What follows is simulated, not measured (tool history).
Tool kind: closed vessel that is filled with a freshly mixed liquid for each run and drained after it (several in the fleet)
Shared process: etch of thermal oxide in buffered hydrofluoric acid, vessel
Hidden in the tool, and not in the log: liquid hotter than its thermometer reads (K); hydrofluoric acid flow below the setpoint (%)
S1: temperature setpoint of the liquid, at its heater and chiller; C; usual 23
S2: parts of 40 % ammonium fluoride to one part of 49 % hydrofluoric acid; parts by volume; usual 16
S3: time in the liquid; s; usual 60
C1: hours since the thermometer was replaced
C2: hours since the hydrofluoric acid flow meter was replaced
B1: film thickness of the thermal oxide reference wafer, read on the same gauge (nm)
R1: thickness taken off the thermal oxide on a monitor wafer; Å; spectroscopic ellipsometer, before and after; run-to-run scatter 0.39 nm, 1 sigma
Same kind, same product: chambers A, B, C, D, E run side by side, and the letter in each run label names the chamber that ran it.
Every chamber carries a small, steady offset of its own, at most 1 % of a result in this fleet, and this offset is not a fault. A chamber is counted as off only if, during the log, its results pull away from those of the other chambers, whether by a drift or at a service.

run,hour,S1,S2,S3,C1,C2,B1,R1
1E,4.5,23,16,60,53.5,73.3,50.023,431.09
2D,7.8,23,16,60,781.1,512.6,49.998,431.11
3A,12.3,23,16,60,569.9,709.2,49.985,430.87
4B,16.5,23,16,60,85.3,165.6,50.05,433.66
5C,21.8,23,16,60,683.2,28.8,50.018,427.48
6C,25.1,23,10,85,686.5,32.1,49.991,984.48
7E,28.4,23,10,85,77.4,97.2,50.004,953.08
8A,33.7,23,10,85,591.3,730.6,49.974,974.64
9D,37.2,23,10,85,810.5,542,50.028,960.59
10B,43.1,23,10,85,111.9,192.2,50,970.6
11A,47.9,23,16,60,605.5,744.8,50.02,436.26
12D,54.5,23,16,60,827.8,559.3,50.024,431.02
13C,58.3,23,16,60,719.7,65.3,50.004,435.91
14E,62.9,21,16,30,111.9,131.7,49.994,190.82
15B,68.2,21,16,30,137,217.3,50.012,193.98
16E,74.7,21,16,30,123.7,143.5,50.026,192.51
17D,78,21,16,30,851.3,582.8,50.017,189.58
18B,82.2,21,16,30,151,231.3,49.983,195.67
19C,86.6,23,16,60,748,93.6,50.019,429.74
20A,92.8,23,16,60,650.4,789.7,49.984,434.05
21B,97.8,19,12,60,166.6,246.9,49.968,458.42
22A,102.8,19,12,60,660.4,799.7,49.963,456.69
23D,108.7,19,12,60,882,613.5,49.969,443.79
24E,113.6,19,12,60,162.6,182.4,50.026,462.58
25C,119.6,19,12,60,781,126.6,50.02,459.14
26E,124.3,23,16,60,173.3,193.1,49.995,427.36
27C,128.4,23,16,60,789.8,135.4,50.004,427.47
28B,132.1,23,16,60,200.9,281.2,50.014,439.03
29D,136.8,23,16,60,910.1,641.6,49.999,408.22
30A,140.6,23,16,60,698.2,837.5,50.009,435.31
31E,144.8,23,16,60,193.8,213.6,50.002,429.82
32B,150.5,23,16,60,219.3,299.6,49.998,426.74

Next, every chamber runs the same settings. What will each give?
33A,155.3,23,16,60,,,,?
33B,155.3,23,16,60,,,,?
33C,155.3,23,16,60,,,,?
33D,155.3,23,16,60,,,,?
33E,155.3,23,16,60,,,,?

run,R1
33A,439.73
33B,431.8
33C,428.63
33D,401.25
33E,424.83
